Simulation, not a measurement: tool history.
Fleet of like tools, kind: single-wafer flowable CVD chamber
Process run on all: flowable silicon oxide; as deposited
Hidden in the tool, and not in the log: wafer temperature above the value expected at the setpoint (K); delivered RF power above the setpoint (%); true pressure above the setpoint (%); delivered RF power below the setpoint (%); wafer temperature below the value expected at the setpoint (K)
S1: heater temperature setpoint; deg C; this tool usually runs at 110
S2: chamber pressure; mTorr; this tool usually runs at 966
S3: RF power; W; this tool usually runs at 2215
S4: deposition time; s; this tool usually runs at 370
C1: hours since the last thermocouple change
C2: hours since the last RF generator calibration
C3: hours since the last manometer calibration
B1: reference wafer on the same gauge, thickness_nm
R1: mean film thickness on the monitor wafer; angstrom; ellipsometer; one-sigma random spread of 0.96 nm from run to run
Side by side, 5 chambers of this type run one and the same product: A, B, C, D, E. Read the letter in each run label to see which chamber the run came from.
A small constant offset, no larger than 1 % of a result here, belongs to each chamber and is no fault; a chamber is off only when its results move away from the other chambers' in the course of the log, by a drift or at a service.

run 1E hour=8 | S1=110 S2=966 S3=2215 S4=370 | C1=1706.4 C2=90.4 C3=348.5 | B1=182.07 | R1=2077.3
run 2C hour=13.3 | S1=110 S2=966 S3=2215 S4=370 | C1=691.2 C2=1584.7 C3=1997.6 | B1=181.83 | R1=2101.7
run 3A hour=18.5 | S1=110 S2=966 S3=2215 S4=370 | C1=1578.5 C2=141.5 C3=2294.8 | B1=181.89 | R1=2094.7
run 4B hour=26.8 | S1=110 S2=966 S3=2215 S4=370 | C1=2234.5 C2=263.8 C3=709.5 | B1=182.01 | R1=2066.2
run 5D hour=32.2 | S1=110 S2=966 S3=2215 S4=370 | C1=658.6 C2=982.9 C3=1037 | B1=181.75 | R1=2088.7
run 6D hour=40.7 | S1=110 S2=1198 S3=2215 S4=342 | C1=667.1 C2=991.4 C3=1045.5 | B1=181.91 | R1=2466.5
run 7E hour=47 | S1=110 S2=1198 S3=2215 S4=342 | C1=1745.4 C2=129.4 C3=387.5 | B1=181.94 | R1=2471.6
run 8C hour=55.2 | S1=110 S2=1198 S3=2215 S4=342 | C1=733.1 C2=1626.6 C3=2039.5 | B1=181.94 | R1=2501.5
-- hour=62.7 chamber A: thermocouple changed; heater temperature recalibrated
run 9B hour=63.3 | S1=110 S2=1198 S3=2215 S4=342 | C1=2271 C2=300.3 C3=746 | B1=181.94 | R1=2444.2
run 10A hour=69.2 | S1=110 S2=1198 S3=2215 S4=342 | C1=6.6 C2=192.2 C3=2345.5 | B1=181.98 | R1=2480.1
run 11E hour=73.3 | S1=110 S2=966 S3=2215 S4=370 | C1=1771.7 C2=155.7 C3=413.8 | B1=182.09 | R1=2076.2
run 12B hour=82 | S1=110 S2=966 S3=2215 S4=370 | C1=2289.7 C2=319 C3=764.7 | B1=182.04 | R1=2076.6
run 13C hour=86.6 | S1=110 S2=966 S3=2215 S4=370 | C1=764.5 C2=1658 C3=2070.9 | B1=182 | R1=2106.2
run 14A hour=91.8 | S1=110 S2=966 S3=2215 S4=370 | C1=29.2 C2=214.8 C3=2368.1 | B1=181.94 | R1=2082.4
run 15D hour=99.3 | S1=110 S2=966 S3=2215 S4=370 | C1=725.7 C2=1050 C3=1104.1 | B1=182.03 | R1=2092.8
run 16B hour=106.2 | S1=110 S2=966 S3=2215 S4=370 | C1=2313.9 C2=343.2 C3=788.9 | B1=182.05 | R1=2065.1
run 17C hour=110.7 | S1=110 S2=966 S3=2215 S4=321 | C1=788.6 C2=1682.1 C3=2095 | B1=181.93 | R1=1828.8
run 18E hour=117.9 | S1=110 S2=966 S3=2215 S4=321 | C1=1816.3 C2=200.3 C3=458.4 | B1=182.09 | R1=1806.5
run 19D hour=126.3 | S1=110 S2=966 S3=2215 S4=321 | C1=752.7 C2=1077 C3=1131.1 | B1=182.13 | R1=1811.1
run 20A hour=134.1 | S1=110 S2=966 S3=2215 S4=321 | C1=71.5 C2=257.1 C3=2410.4 | B1=182.08 | R1=1815.6
run 21D hour=141.7 | S1=110 S2=966 S3=2215 S4=321 | C1=768.1 C2=1092.4 C3=1146.5 | B1=181.98 | R1=1809.3
run 22C hour=147.1 | S1=110 S2=966 S3=2215 S4=370 | C1=825 C2=1718.5 C3=2131.4 | B1=182.21 | R1=2097.4
run 23B hour=152.8 | S1=110 S2=966 S3=2215 S4=370 | C1=2360.5 C2=389.8 C3=835.5 | B1=182.14 | R1=2064.3
run 24A hour=160.3 | S1=110 S2=966 S3=2215 S4=370 | C1=97.7 C2=283.3 C3=2436.6 | B1=182.03 | R1=2091.3
-- hour=166.8 chamber D: capacitance manometer re-zeroed and calibrated
run 25E hour=167.6 | S1=110 S2=966 S3=2215 S4=370 | C1=1866 C2=250 C3=508.1 | B1=182.02 | R1=2089.8
run 26A hour=171.8 | S1=110 S2=966 S3=2215 S4=370 | C1=109.2 C2=294.8 C3=2448.1 | B1=182.06 | R1=2091.3
run 27E hour=179 | S1=110 S2=966 S3=2005 S4=314 | C1=1877.4 C2=261.4 C3=519.5 | B1=182.09 | R1=1735.3
run 28D hour=185.7 | S1=110 S2=966 S3=2005 S4=314 | C1=812.1 C2=1136.4 C3=19 | B1=182.09 | R1=1740.8
run 29B hour=191.3 | S1=110 S2=966 S3=2005 S4=314 | C1=2399 C2=428.3 C3=874 | B1=182.24 | R1=1730.2
run 30C hour=198.8 | S1=110 S2=966 S3=2005 S4=314 | C1=876.7 C2=1770.2 C3=2183.1 | B1=182.13 | R1=1742.9
run 31E hour=203.2 | S1=110 S2=966 S3=2005 S4=314 | C1=1901.6 C2=285.6 C3=543.7 | B1=182.07 | R1=1734
run 32A hour=211 | S1=110 S2=966 S3=2215 S4=370 | C1=148.4 C2=334 C3=2487.3 | B1=182.13 | R1=2086.5
run 33D hour=218.9 | S1=110 S2=966 S3=2215 S4=370 | C1=845.3 C2=1169.6 C3=52.2 | B1=181.91 | R1=2080
run 34B hour=224.6 | S1=110 S2=966 S3=2215 S4=370 | C1=2432.3 C2=461.6 C3=907.3 | B1=181.81 | R1=2073.7
run 35C hour=232 | S1=110 S2=966 S3=2215 S4=370 | C1=909.9 C2=1803.4 C3=2216.3 | B1=182.03 | R1=2100.1
run 36C hour=237.6 | S1=110 S2=966 S3=2215 S4=370 | C1=915.5 C2=1809 C3=2221.9 | B1=181.96 | R1=2094.5
run 37E hour=242.9 | S1=110 S2=966 S3=2215 S4=370 | C1=1941.3 C2=325.3 C3=583.4 | B1=181.92 | R1=2089.6
run 38D hour=250 | S1=110 S2=966 S3=2215 S4=370 | C1=876.4 C2=1200.7 C3=83.3 | B1=181.84 | R1=2084.2
run 39B hour=257.8 | S1=110 S2=966 S3=2215 S4=370 | C1=2465.5 C2=494.8 C3=940.5 | B1=181.89 | R1=2073.1

Does one chamber stand apart from the rest, does the shared gauge drift, or is all well apart from small per-chamber offsets? Give the chamber and the most likely cause, where there is one.

The fleet is healthy, with each chamber sitting at its usual small offset and no drift in the gauge.
